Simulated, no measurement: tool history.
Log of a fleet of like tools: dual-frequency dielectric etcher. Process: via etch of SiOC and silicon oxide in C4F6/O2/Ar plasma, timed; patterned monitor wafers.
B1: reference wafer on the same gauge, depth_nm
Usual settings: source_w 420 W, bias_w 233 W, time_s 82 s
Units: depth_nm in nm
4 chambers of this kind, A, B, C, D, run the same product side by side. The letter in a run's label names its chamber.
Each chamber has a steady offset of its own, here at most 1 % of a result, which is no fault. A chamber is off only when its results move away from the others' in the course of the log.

Run 1D, hour 3.7: usual settings; B1 102.02. Result: depth_nm 103 nm.
Run 2B, hour 9.6: usual settings; B1 102.01. Result: depth_nm 102.12 nm.
Run 3A, hour 13.2: usual settings; B1 102.05. Result: depth_nm 102.39 nm.
Run 4C, hour 20.1: usual settings; B1 101.93. Result: depth_nm 102.68 nm.
Run 5A, hour 26.4: usual settings; B1 101.91. Result: depth_nm 102.01 nm.
Run 6B, hour 33.2: usual settings; B1 102.02. Result: depth_nm 101.95 nm.
At hour 37.4: chamber A: bias power generator calibrated.
Run 7D, hour 39.2: usual settings; B1 101.97. Result: depth_nm 102.41 nm.
Run 8C, hour 43.8: usual settings; B1 101.8. Result: depth_nm 103.78 nm.
Run 9A, hour 48.5: usual settings but source_w 350 W, bias_w 181 W; B1 102.17. Result: depth_nm 87.532 nm.
At hour 53.2: chamber B: wet clean of the chamber.
Run 10C, hour 53.6: usual settings but source_w 350 W, bias_w 181 W; B1 102.04. Result: depth_nm 89.147 nm.
Run 11B, hour 61.5: usual settings but source_w 350 W, bias_w 181 W; B1 102.02. Result: depth_nm 87.041 nm.
At hour 63.4: chamber C: source power generator calibrated.
Run 12D, hour 65.7: usual settings but source_w 350 W, bias_w 181 W; B1 101.86. Result: depth_nm 88.171 nm.
At hour 70: chamber C: wet clean of the chamber.
Run 13A, hour 72.4: usual settings; B1 102.12. Result: depth_nm 101.15 nm.
Run 14D, hour 79.3: usual settings but bias_w 199 W; B1 102.01. Result: depth_nm 98.206 nm.
Run 15B, hour 84.2: usual settings but bias_w 199 W; B1 101.98. Result: depth_nm 97.317 nm.
Run 16C, hour 87.7: usual settings but bias_w 199 W; B1 101.87. Result: depth_nm 98.472 nm.
Run 17D, hour 94.1: usual settings but bias_w 199 W; B1 102.01. Result: depth_nm 98.336 nm.
Run 18A, hour 101: usual settings but time_s 69.5 s; B1 102.04. Result: depth_nm 85.56 nm.
Run 19C, hour 107.2: usual settings but time_s 69.5 s; B1 102.07. Result: depth_nm 88.404 nm.
Run 20B, hour 110.8: usual settings but time_s 69.5 s; B1 101.93. Result: depth_nm 87.222 nm.
Run 21C, hour 118.1: usual settings but time_s 69.5 s; B1 102.08. Result: depth_nm 88.307 nm.
Run 22D, hour 122.3: usual settings; B1 101.97. Result: depth_nm 102.71 nm.
Run 23B, hour 129.1: usual settings; B1 102.02. Result: depth_nm 102.59 nm.
Run 24A, hour 136.3: usual settings; B1 101.95. Result: depth_nm 102.06 nm.
Run 25C, hour 142.7: usual settings; B1 101.94. Result: depth_nm 103.61 nm.
Run 26B, hour 147.8: usual settings; B1 101.87. Result: depth_nm 104.16 nm.
Run 27A, hour 154.4: usual settings; B1 102.06. Result: depth_nm 103.05 nm.
Run 28D, hour 160.2: usual settings; B1 102.05. Result: depth_nm 103.26 nm.
Run 29D, hour 167.9: usual settings but source_w 340 W, time_s 68 s; B1 102.01. Result: depth_nm 78.754 nm.
Run 30A, hour 172.1: usual settings but source_w 340 W, time_s 68 s; B1 101.96. Result: depth_nm 77.668 nm.
Run 31B, hour 179.7: usual settings but source_w 340 W, time_s 68 s; B1 101.99. Result: depth_nm 78.921 nm.

What goes on in this fleet: one chamber off, a drifting gauge, or nothing beyond the chambers' own small offsets? Name the chamber and the cause, if any.

No chamber stands off beyond its own small offset, and the gauge holds steady.
